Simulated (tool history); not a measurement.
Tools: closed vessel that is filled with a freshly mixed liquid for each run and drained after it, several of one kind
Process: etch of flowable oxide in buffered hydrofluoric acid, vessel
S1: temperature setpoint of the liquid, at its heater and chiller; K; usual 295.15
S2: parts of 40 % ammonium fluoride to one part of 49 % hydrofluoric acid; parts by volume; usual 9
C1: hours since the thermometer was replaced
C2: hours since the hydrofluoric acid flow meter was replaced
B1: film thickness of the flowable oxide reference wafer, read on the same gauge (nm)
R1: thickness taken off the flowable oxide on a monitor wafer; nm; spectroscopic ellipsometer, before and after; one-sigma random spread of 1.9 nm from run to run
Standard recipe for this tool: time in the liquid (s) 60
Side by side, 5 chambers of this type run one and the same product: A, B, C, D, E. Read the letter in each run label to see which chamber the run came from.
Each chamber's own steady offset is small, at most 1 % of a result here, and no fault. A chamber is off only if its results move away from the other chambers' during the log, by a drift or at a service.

Run 1B, hour 10.7: usual settings; C1 470.8; C2 948.7; B1 100.010. Result: R1 233.91 nm.
Run 2A, hour 23.4: usual settings; C1 419.3; C2 678.2; B1 100.030. Result: R1 238.33 nm.
At hour 25.7: chamber A: hydrofluoric acid flow meter replaced.
Run 3C, hour 35.8: usual settings; C1 504.6; C2 522.1; B1 100.020. Result: R1 235.13 nm.
Run 4D, hour 49.3: usual settings; C1 832.1; C2 1401.3; B1 100.010. Result: R1 231.72 nm.
Run 5E, hour 61.8: usual settings; C1 861.3; C2 145.5; B1 99.978. Result: R1 232.61 nm.
Run 6C, hour 70.1: usual settings; C1 538.9; C2 556.4; B1 100.030. Result: R1 230.90 nm.
Run 7E, hour 78.8: usual settings; C1 878.3; C2 162.5; B1 99.996. Result: R1 229.05 nm.
Run 8A, hour 87.9: usual settings; C1 483.8; C2 62.2; B1 100.010. Result: R1 235.26 nm.
Run 9B, hour 96.5: usual settings; C1 556.6; C2 1034.5; B1 100.030. Result: R1 236.66 nm.
Run 10D, hour 107.4: usual settings; C1 890.2; C2 1459.4; B1 99.963. Result: R1 231.29 nm.
Run 11D, hour 120.9: usual settings; C1 903.7; C2 1472.9; B1 100.000. Result: R1 232.92 nm.
Run 12C, hour 133.8: usual settings but time in the liquid (s) 40; C1 602.6; C2 620.1; B1 99.981. Result: R1 155.63 nm.
Run 13A, hour 144.7: usual settings but time in the liquid (s) 40; C1 540.6; C2 119.0; B1 99.998. Result: R1 156.53 nm.
Run 14B, hour 151.4: usual settings but time in the liquid (s) 40; C1 611.5; C2 1089.4; B1 100.010. Result: R1 157.38 nm.
Run 15E, hour 165.2: usual settings but time in the liquid (s) 40; C1 964.7; C2 248.9; B1 99.990. Result: R1 153.26 nm.
Run 16C, hour 171.5: usual settings but time in the liquid (s) 40; C1 640.3; C2 657.8; B1 99.980. Result: R1 155.75 nm.
Run 17D, hour 181.7: usual settings; C1 964.5; C2 1533.7; B1 99.962. Result: R1 235.79 nm.
Run 18B, hour 193.7: usual settings but time in the liquid (s) 35; C1 653.8; C2 1131.7; B1 100.020. Result: R1 136.69 nm.
Run 19E, hour 202.7: usual settings but time in the liquid (s) 35; C1 1002.2; C2 286.4; B1 99.983. Result: R1 136.32 nm.
Run 20A, hour 213.8: usual settings but time in the liquid (s) 35; C1 609.7; C2 188.1; B1 100.000. Result: R1 137.90 nm.
Run 21B, hour 226.9: usual settings but time in the liquid (s) 35; C1 687.0; C2 1164.9; B1 100.050. Result: R1 138.53 nm.
Run 22D, hour 236.7: usual settings but time in the liquid (s) 35; C1 1019.5; C2 1588.7; B1 100.020. Result: R1 137.62 nm.
Run 23C, hour 245.0: usual settings; C1 713.8; C2 731.3; B1 100.030. Result: R1 228.86 nm.
Run 24A, hour 256.0: usual settings; C1 651.9; C2 230.3; B1 100.020. Result: R1 236.92 nm.
Run 25E, hour 262.8: usual settings; C1 1062.3; C2 346.5; B1 100.010. Result: R1 228.86 nm.
Run 26A, hour 270.9: usual settings; C1 666.8; C2 245.2; B1 99.981. Result: R1 238.53 nm.
Run 27D, hour 279.1: usual settings; C1 1061.9; C2 1631.1; B1 100.020. Result: R1 232.50 nm.
Run 28C, hour 292.4: usual settings; C1 761.2; C2 778.7; B1 99.986. Result: R1 224.61 nm.
Run 29E, hour 300.4: usual settings; C1 1099.9; C2 384.1; B1 99.996. Result: R1 233.30 nm.
Run 30B, hour 311.6: usual settings; C1 771.7; C2 1249.6; B1 100.010. Result: R1 235.72 nm.
Run 31B, hour 322.2: usual settings; C1 782.3; C2 1260.2; B1 100.010. Result: R1 236.25 nm.
Run 32C, hour 331.4: usual settings; C1 800.2; C2 817.7; B1 100.010. Result: R1 224.98 nm.
Run 33A, hour 343.6: usual settings; C1 739.5; C2 317.9; B1 99.983. Result: R1 239.09 nm.
Run 34E, hour 350.2: usual settings but S1 299.15 K, S2 7 parts by volume; C1 1149.7; C2 433.9; B1 100.010. Result: R1 373.94 nm.
Run 35D, hour 361.4: usual settings but S1 299.15 K, S2 7 parts by volume; C1 1144.2; C2 1713.4; B1 99.969. Result: R1 380.11 nm.
Run 36C, hour 373.7: usual settings but S1 299.15 K, S2 7 parts by volume; C1 842.5; C2 860.0; B1 100.010. Result: R1 351.79 nm.
At hour 381.6: chamber B: hydrofluoric acid flow meter replaced.
At hour 383.0: chamber D: thermometer replaced.
Run 37A, hour 384.0: usual settings but S1 299.15 K, S2 7 parts by volume; C1 779.9; C2 358.3; B1 100.010. Result: R1 380.72 nm.
Run 38D, hour 391.1: usual settings but S1 299.15 K, S2 7 parts by volume; C1 8.1; C2 1743.1; B1 100.030. Result: R1 375.21 nm.
Run 39E, hour 402.6: usual settings but S1 297.65 K; C1 1202.1; C2 486.3; B1 100.000. Result: R1 264.56 nm.
Run 40B, hour 416.6: usual settings but S1 297.65 K; C1 876.7; C2 35.0; B1 100.010. Result: R1 267.08 nm.
Run 41A, hour 426.6: usual settings but S1 297.65 K; C1 822.5; C2 400.9; B1 99.964. Result: R1 270.38 nm.
Run 42D, hour 437.7: usual settings but S1 297.65 K; C1 54.7; C2 1789.7; B1 100.020. Result: R1 262.73 nm.

Each of the 5 chambers runs these same settings next. Fill in every chamber's results:
Run 43A, hour 447.9: usual settings but S2 11 parts by volume. Result: R1 ?.
Run 43B, hour 447.9: usual settings but S2 11 parts by volume. Result: R1 ?.
Run 43C, hour 447.9: usual settings but S2 11 parts by volume. Result: R1 ?.
Run 43D, hour 447.9: usual settings but S2 11 parts by volume. Result: R1 ?.
Run 43E, hour 447.9: usual settings but S2 11 parts by volume. Result: R1 ?.

run      R1
43A  202.51
43B  202.91
43C  174.77
43D  198.00
43E  197.23

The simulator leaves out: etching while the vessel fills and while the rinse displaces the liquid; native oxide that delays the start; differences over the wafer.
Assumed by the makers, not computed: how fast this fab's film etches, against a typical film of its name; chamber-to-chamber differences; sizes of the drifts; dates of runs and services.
